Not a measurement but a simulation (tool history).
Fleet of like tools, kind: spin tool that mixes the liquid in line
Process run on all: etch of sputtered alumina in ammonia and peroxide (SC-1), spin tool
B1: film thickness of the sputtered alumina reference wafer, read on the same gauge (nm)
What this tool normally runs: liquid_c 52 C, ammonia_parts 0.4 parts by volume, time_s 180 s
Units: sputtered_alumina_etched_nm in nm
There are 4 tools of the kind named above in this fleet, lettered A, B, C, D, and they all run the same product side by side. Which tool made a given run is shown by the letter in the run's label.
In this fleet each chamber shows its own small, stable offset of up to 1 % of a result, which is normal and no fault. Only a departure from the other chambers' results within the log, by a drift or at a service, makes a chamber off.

run 1C day=0.425 | liquid_c=52 ammonia_parts=0.4 time_s=180 | B1=40.023 | sputtered_alumina_etched_nm=9.6841
-- day=0.562 chamber D: new drum of ammonia solution connected
run 2A day=0.662 | liquid_c=52 ammonia_parts=0.4 time_s=180 | B1=40.029 | sputtered_alumina_etched_nm=9.6913
run 3B day=1.142 | liquid_c=52 ammonia_parts=0.4 time_s=180 | B1=39.99 | sputtered_alumina_etched_nm=9.566
run 4D day=1.496 | liquid_c=52 ammonia_parts=0.4 time_s=180 | B1=39.981 | sputtered_alumina_etched_nm=9.5755
-- day=1.662 chamber A: new drum of ammonia solution connected
run 5D day=1.804 | liquid_c=52 ammonia_parts=0.4 time_s=180 | B1=39.991 | sputtered_alumina_etched_nm=9.6803
-- day=1.858 chamber D: thermometer replaced
run 6B day=2.062 | liquid_c=52 ammonia_parts=0.4 time_s=180 | B1=40.029 | sputtered_alumina_etched_nm=9.7245
run 7A day=2.35 | liquid_c=52 ammonia_parts=0.4 time_s=180 | B1=39.985 | sputtered_alumina_etched_nm=9.5925
run 8C day=2.717 | liquid_c=52 ammonia_parts=0.4 time_s=180 | B1=39.989 | sputtered_alumina_etched_nm=9.5798
run 9B day=2.95 | liquid_c=52 ammonia_parts=0.4 time_s=180 | B1=40.021 | sputtered_alumina_etched_nm=9.7463
run 10D day=3.308 | liquid_c=52 ammonia_parts=0.4 time_s=180 | B1=40.018 | sputtered_alumina_etched_nm=9.7716
run 11C day=3.562 | liquid_c=52 ammonia_parts=0.4 time_s=180 | B1=40.019 | sputtered_alumina_etched_nm=9.4786
run 12A day=3.867 | liquid_c=52 ammonia_parts=0.4 time_s=180 | B1=40 | sputtered_alumina_etched_nm=9.6639
run 13A day=4.304 | liquid_c=58 ammonia_parts=0.4 time_s=260 | B1=39.979 | sputtered_alumina_etched_nm=18.956
run 14D day=4.629 | liquid_c=58 ammonia_parts=0.4 time_s=260 | B1=39.998 | sputtered_alumina_etched_nm=19.149
run 15B day=4.954 | liquid_c=58 ammonia_parts=0.4 time_s=260 | B1=40.013 | sputtered_alumina_etched_nm=19.091
run 16C day=5.3 | liquid_c=58 ammonia_parts=0.4 time_s=260 | B1=40 | sputtered_alumina_etched_nm=18.902
run 17A day=5.638 | liquid_c=52 ammonia_parts=0.4 time_s=180 | B1=40.032 | sputtered_alumina_etched_nm=9.7594
run 18C day=6.1 | liquid_c=52 ammonia_parts=0.4 time_s=180 | B1=40.005 | sputtered_alumina_etched_nm=9.615
-- day=6.471 chamber C: new drum of ammonia solution connected
run 19D day=6.492 | liquid_c=52 ammonia_parts=0.4 time_s=180 | B1=39.998 | sputtered_alumina_etched_nm=9.7553
run 20B day=6.808 | liquid_c=52 ammonia_parts=0.4 time_s=180 | B1=39.98 | sputtered_alumina_etched_nm=9.5724
run 21B day=7.179 | liquid_c=52 ammonia_parts=0.4 time_s=180 | B1=40.003 | sputtered_alumina_etched_nm=9.686
run 22A day=7.633 | liquid_c=52 ammonia_parts=0.4 time_s=180 | B1=39.985 | sputtered_alumina_etched_nm=9.598
run 23D day=7.871 | liquid_c=52 ammonia_parts=0.25 time_s=235 | B1=39.998 | sputtered_alumina_etched_nm=12.046
run 24C day=8.217 | liquid_c=52 ammonia_parts=0.25 time_s=235 | B1=39.959 | sputtered_alumina_etched_nm=11.998
run 25B day=8.608 | liquid_c=52 ammonia_parts=0.25 time_s=235 | B1=39.993 | sputtered_alumina_etched_nm=12.141
run 26A day=8.938 | liquid_c=52 ammonia_parts=0.25 time_s=235 | B1=40 | sputtered_alumina_etched_nm=12.026

Does one chamber stand apart from the rest, does the shared gauge drift, or is all well apart from small per-chamber offsets? Give the chamber and the most likely cause, where there is one.

No chamber stands off beyond its own small offset, and the gauge holds steady.

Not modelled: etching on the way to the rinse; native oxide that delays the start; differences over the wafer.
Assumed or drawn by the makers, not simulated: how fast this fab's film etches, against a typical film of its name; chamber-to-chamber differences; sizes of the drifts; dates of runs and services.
